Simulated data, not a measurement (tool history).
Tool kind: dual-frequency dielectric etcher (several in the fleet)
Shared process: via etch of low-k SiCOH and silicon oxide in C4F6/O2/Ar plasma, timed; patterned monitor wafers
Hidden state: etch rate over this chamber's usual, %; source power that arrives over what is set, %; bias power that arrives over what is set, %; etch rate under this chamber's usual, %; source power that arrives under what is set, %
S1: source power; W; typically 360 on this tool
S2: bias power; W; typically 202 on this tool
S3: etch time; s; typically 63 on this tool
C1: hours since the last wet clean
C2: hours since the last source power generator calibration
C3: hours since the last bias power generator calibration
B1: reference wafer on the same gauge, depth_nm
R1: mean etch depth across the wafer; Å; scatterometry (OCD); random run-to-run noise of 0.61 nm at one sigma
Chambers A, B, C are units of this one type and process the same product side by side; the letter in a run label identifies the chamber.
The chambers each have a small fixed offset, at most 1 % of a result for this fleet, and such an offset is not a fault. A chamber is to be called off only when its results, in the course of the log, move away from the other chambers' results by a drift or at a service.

run 1A hour=7 | S1=360 S2=202 S3=63 | C1=399.3 C2=2629.1 C3=227.1 | B1=181.93 | R1=1641.2
run 2C hour=12 | S1=360 S2=202 S3=63 | C1=161 C2=2505.3 C3=3272.4 | B1=181.87 | R1=1623.9
-- hour=12.8 chamber A: wet clean of the chamber
run 3B hour=20.1 | S1=360 S2=202 S3=63 | C1=164.5 C2=1239 C3=2090.7 | B1=182.09 | R1=1640.8
run 4A hour=26.9 | S1=360 S2=202 S3=63 | C1=14.1 C2=2649 C3=247 | B1=182.09 | R1=1650
run 5C hour=34.6 | S1=360 S2=202 S3=63 | C1=183.6 C2=2527.9 C3=3295 | B1=181.87 | R1=1609.8
run 6B hour=40.1 | S1=360 S2=219 S3=63 | C1=184.5 C2=1259 C3=2110.7 | B1=181.93 | R1=1675.9
run 7B hour=48.7 | S1=360 S2=219 S3=63 | C1=193.1 C2=1267.6 C3=2119.3 | B1=181.95 | R1=1675.5
run 8C hour=54.1 | S1=360 S2=219 S3=63 | C1=203.1 C2=2547.4 C3=3314.5 | B1=181.98 | R1=1667.9
run 9A hour=61.1 | S1=360 S2=202 S3=63 | C1=48.3 C2=2683.2 C3=281.2 | B1=182 | R1=1646.5
run 10A hour=67.3 | S1=390 S2=202 S3=53.5 | C1=54.5 C2=2689.4 C3=287.4 | B1=182.04 | R1=1434
run 11C hour=73.5 | S1=390 S2=202 S3=53.5 | C1=222.5 C2=2566.8 C3=3333.9 | B1=182.06 | R1=1421.6
run 12B hour=80.3 | S1=390 S2=202 S3=53.5 | C1=224.7 C2=1299.2 C3=2150.9 | B1=181.91 | R1=1429.7
run 13C hour=86.9 | S1=360 S2=202 S3=63 | C1=235.9 C2=2580.2 C3=3347.3 | B1=181.86 | R1=1603.3
run 14B hour=91.5 | S1=360 S2=202 S3=55 | C1=235.9 C2=1310.4 C3=2162.1 | B1=182.27 | R1=1434.1
run 15A hour=95.5 | S1=360 S2=202 S3=55 | C1=82.7 C2=2717.6 C3=315.6 | B1=182.02 | R1=1433.9
run 16A hour=100.8 | S1=360 S2=202 S3=55 | C1=88 C2=2722.9 C3=320.9 | B1=182 | R1=1427.4
run 17B hour=106.1 | S1=300 S2=169 S3=63 | C1=250.5 C2=1325 C3=2176.7 | B1=181.96 | R1=1449.3
run 18C hour=110.6 | S1=300 S2=169 S3=63 | C1=259.6 C2=2603.9 C3=3371 | B1=181.9 | R1=1401.1
run 19B hour=117.1 | S1=300 S2=169 S3=63 | C1=261.5 C2=1336 C3=2187.7 | B1=182.02 | R1=1436.3
run 20C hour=126.2 | S1=360 S2=202 S3=63 | C1=275.2 C2=2619.5 C3=3386.6 | B1=182.22 | R1=1589.8
run 21A hour=133.4 | S1=360 S2=202 S3=63 | C1=120.6 C2=2755.5 C3=353.5 | B1=182.02 | R1=1639
run 22B hour=138.7 | S1=360 S2=227 S3=57 | C1=283.1 C2=1357.6 C3=2209.3 | B1=181.92 | R1=1536.1
run 23C hour=143.8 | S1=360 S2=227 S3=57 | C1=292.8 C2=2637.1 C3=3404.2 | B1=181.91 | R1=1492.4
run 24A hour=151.3 | S1=360 S2=227 S3=57 | C1=138.5 C2=2773.4 C3=371.4 | B1=181.97 | R1=1552.8
run 25A hour=156.7 | S1=360 S2=202 S3=63 | C1=143.9 C2=2778.8 C3=376.8 | B1=182.06 | R1=1641.7
run 26B hour=165 | S1=360 S2=202 S3=63 | C1=309.4 C2=1383.9 C3=2235.6 | B1=181.8 | R1=1645.8
run 27C hour=172.6 | S1=360 S2=202 S3=63 | C1=321.6 C2=2665.9 C3=3433 | B1=182.02 | R1=1570.9
run 28C hour=179 | S1=360 S2=202 S3=63 | C1=328 C2=2672.3 C3=3439.4 | B1=182.08 | R1=1581.7
run 29A hour=183.9 | S1=360 S2=202 S3=63 | C1=171.1 C2=2806 C3=404 | B1=182 | R1=1642.5
run 30B hour=188.5 | S1=360 S2=202 S3=63 | C1=332.9 C2=1407.4 C3=2259.1 | B1=182.06 | R1=1639.7
run 31B hour=192.7 | S1=360 S2=202 S3=63 | C1=337.1 C2=1411.6 C3=2263.3 | B1=182.07 | R1=1642.4
run 32C hour=199.4 | S1=360 S2=202 S3=63 | C1=348.4 C2=2692.7 C3=3459.8 | B1=181.96 | R1=1567.5
run 33A hour=205.5 | S1=360 S2=202 S3=63 | C1=192.7 C2=2827.6 C3=425.6 | B1=182.21 | R1=1652.2
run 34C hour=213.8 | S1=360 S2=202 S3=63 | C1=362.8 C2=2707.1 C3=3474.2 | B1=182.2 | R1=1559.7
run 35B hour=220.4 | S1=360 S2=202 S3=63 | C1=364.8 C2=1439.3 C3=2291 | B1=181.96 | R1=1641.7
run 36A hour=224.9 | S1=360 S2=202 S3=63 | C1=212.1 C2=2847 C3=445 | B1=181.98 | R1=1645
run 37B hour=233.9 | S1=360 S2=202 S3=63 | C1=378.3 C2=1452.8 C3=2304.5 | B1=181.87 | R1=1640.7
run 38A hour=238 | S1=360 S2=202 S3=63 | C1=225.2 C2=2860.1 C3=458.1 | B1=182 | R1=1647.8
run 39C hour=244.9 | S1=330 S2=202 S3=63 | C1=393.9 C2=2738.2 C3=3505.3 | B1=181.81 | R1=1499.4
run 40C hour=253.7 | S1=330 S2=202 S3=63 | C1=402.7 C2=2747 C3=3514.1 | B1=181.88 | R1=1497.5
run 41A hour=258.1 | S1=330 S2=202 S3=63 | C1=245.3 C2=2880.2 C3=478.2 | B1=181.96 | R1=1602.9

Next, all 3 chambers run the settings below, one line each with question marks for the results. What does each chamber give?
run 42A hour=264.7 | S1=360 S2=202 S3=63 | R1=?
run 42B hour=264.7 | S1=360 S2=202 S3=63 | R1=?
run 42C hour=264.7 | S1=360 S2=202 S3=63 | R1=?

run=42A R1=1649.5
run=42B R1=1635.8
run=42C R1=1531.3
